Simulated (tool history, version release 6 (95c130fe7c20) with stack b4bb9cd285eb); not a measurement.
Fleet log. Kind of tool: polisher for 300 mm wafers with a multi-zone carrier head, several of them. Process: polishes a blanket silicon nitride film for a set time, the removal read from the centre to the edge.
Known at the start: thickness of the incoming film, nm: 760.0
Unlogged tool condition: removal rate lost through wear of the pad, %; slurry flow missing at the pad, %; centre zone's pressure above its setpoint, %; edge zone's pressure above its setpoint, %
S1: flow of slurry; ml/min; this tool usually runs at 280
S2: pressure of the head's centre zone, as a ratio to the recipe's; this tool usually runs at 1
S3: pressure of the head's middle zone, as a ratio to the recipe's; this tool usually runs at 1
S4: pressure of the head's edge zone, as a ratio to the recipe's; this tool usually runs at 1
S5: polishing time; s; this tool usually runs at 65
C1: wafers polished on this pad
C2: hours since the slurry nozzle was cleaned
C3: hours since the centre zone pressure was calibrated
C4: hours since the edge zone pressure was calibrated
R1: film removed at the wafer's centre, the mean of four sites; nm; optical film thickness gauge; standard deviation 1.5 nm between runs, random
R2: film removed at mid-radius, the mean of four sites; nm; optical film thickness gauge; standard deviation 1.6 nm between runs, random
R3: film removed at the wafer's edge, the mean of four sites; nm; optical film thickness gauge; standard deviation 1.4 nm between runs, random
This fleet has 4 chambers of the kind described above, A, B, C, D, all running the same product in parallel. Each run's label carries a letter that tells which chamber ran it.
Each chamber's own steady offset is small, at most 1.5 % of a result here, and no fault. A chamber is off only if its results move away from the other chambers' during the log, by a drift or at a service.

run,day,S1,S2,S3,S4,S5,C1,C2,C3,C4,R1,R2,R3
1C,0.342,280,1,1,1,65,444,689.8,15.8,605.7,122.51,123.25,119.52
2A,0.621,280,1,1,1,65,340,459.1,210.7,515.9,123.78,126.89,122.03
3D,0.867,280,1,1,1,65,388,416.4,907.6,213.9,124.12,122.72,120.19
4B,1.042,280,1,1,1,65,932,294.1,226.4,1274.3,124.63,121.63,123.83
5A,1.304,280,1,1,1,65,514,475.5,227.1,532.3,121.01,121.39,122.06
6B,1.529,280,1,1,1,65,1056,305.8,238.1,1286,119.59,121.72,123.58
# day 1.533: chamber C: worn pad replaced by a new one
7C,1.762,280,1,1,1,65,58,723.9,49.9,639.8,121.02,118.22,122.01
# day 1.95: chamber B: worn pad replaced by a new one
8D,2.121,280,1,1,1,65,707,446.5,937.7,244,125.1,124.89,123.39
# day 2.221: chamber D: worn pad replaced by a new one
9D,2.371,280,1,1,1,65,38,452.5,943.7,250,124.86,119.51,120.78
# day 2.612: chamber A: worn pad replaced by a new one
10B,2.667,280,1,1,1,65,182,333.1,265.4,1313.3,123.06,121.4,123.79
# day 2.721: chamber D: centre zone pressure recalibrated
11A,3.025,280,1,1,1,65,104,516.8,268.4,573.6,123.77,123.2,122.31
12C,3.258,280,1,1,1,43,438,759.8,85.8,675.7,81.405,81.466,80.065
13D,3.625,280,1,1,1,43,357,482.6,21.8,280.1,81.875,80.381,80.612
14A,3.967,280,1,1,1,43,344,539.4,291,596.2,80.253,82.765,81.584
# day 4.258: chamber C: worn pad replaced by a new one
15C,4.312,280,1,1,1,43,14,785.1,111.1,701,81.6,79.376,82.983
16B,4.529,280,1,1,1,65,655,377.8,310.1,1358,121.26,120.54,125.41
17A,4.812,280,1,1,1,65,559,559.7,311.3,616.5,123.48,125.18,122.52
18D,5.088,280,1,1,1,65,728,517.7,56.9,315.2,121.48,122.64,124.01
# day 5.104: chamber B: edge zone pressure recalibrated
# day 5.271: chamber C: slurry nozzle cleaned
19B,5.4,280,1,1,1,65,876,398.7,331,7.2,122.32,121.92,123.73
# day 5.408: chamber B: slurry nozzle cleaned
# day 5.638: chamber A: slurry nozzle cleaned
20C,5.725,280,1,1,1,65,373,10.9,145,734.9,123.11,121.79,123.6
# day 5.808: chamber D: worn pad replaced by a new one
21B,5.908,280,1,0.88,1,65,1005,12.1,343.2,19.4,121.34,106.53,124.29
# day 5.983: chamber A: worn pad replaced by a new one
22D,6.1,280,1,0.88,1,65,75,542,81.2,339.5,121.19,110.37,121.4
23A,6.408,280,1,0.88,1,65,109,18.5,349.6,654.8,122.07,108.81,124.19
# day 6.583: chamber C: worn pad replaced by a new one
24C,6.754,280,1,0.88,1,65,44,35.6,169.7,759.6,124.32,111.34,123.28
# day 6.775: chamber B: worn pad replaced by a new one
25C,6.996,280,1,1,1,65,105,41.4,175.5,765.4,124.08,123.87,122.46
26B,7.362,280,1,1,1,65,149,47,378.1,54.3,119.93,123.52,124.33
27D,7.704,210,1,1,0.89,65,482,580.5,119.7,378,119.64,115.23,114.44
28A,8.029,210,1,1,0.89,65,520,57.4,388.5,693.7,119.25,117.65,111.86
29C,8.233,210,1,1,0.89,65,419,71.1,205.2,795.1,118.11,119.49,112.43
30A,8.538,210,1,1,0.89,65,649,69.6,400.7,705.9,116.1,118.22,113.1
31B,8.817,280,1,1,1,65,518,81.9,413,89.2,120.82,122.06,124.34
# day 8.842: chamber C: worn pad replaced by a new one
# day 9.175: chamber A: worn pad replaced by a new one
32D,9.192,280,1,1,1,65,860,616.2,155.4,413.7,123.88,123.77,124.45
# day 9.375: chamber D: worn pad replaced by a new one
33B,9.492,280,1,1,1,65,690,98.1,429.2,105.4,120.36,119.77,123.36
34C,9.85,280,1,1,1,65,256,109.9,244,833.9,124.2,123.14,123.71
35A,10.225,365,1,1,0.91,65,267,110.1,441.2,746.4,127.66,128.15,117.65
36D,10.575,365,1,1,0.91,65,305,649.4,188.6,446.9,126.65,125.92,122.15
37A,10.767,365,1,1,0.91,65,405,123.1,454.2,759.4,124.24,126.74,117.66
38B,10.954,365,1,1,0.91,65,1061,133.2,464.3,140.5,128.05,123.57,120.11
# day 11.142: chamber D: slurry nozzle cleaned
39C,11.233,280,1,1,1,65,608,143.1,277.2,867.1,122.72,121.85,123.33
40D,11.521,280,1,1,1,65,545,9.2,211.3,469.6,121.65,122.32,121.61
# day 11.729: chamber C: worn pad replaced by a new one
41C,11.892,280,1,1,1,65,41,158.9,293,882.9,121.6,123.9,123.46

Next, every chamber runs the same settings. What will each give?
42A,12.162,360,1,1,1,65,,,,,?,?,?
42B,12.162,360,1,1,1,65,,,,,?,?,?
42C,12.162,360,1,1,1,65,,,,,?,?,?
42D,12.162,360,1,1,1,65,,,,,?,?,?

run,R1,R2,R3
42A,125.37,126.9,124.32
42B,124.47,122.74,125.15
42C,127.25,124.46,123.38
42D,125.48,124.22,126.61
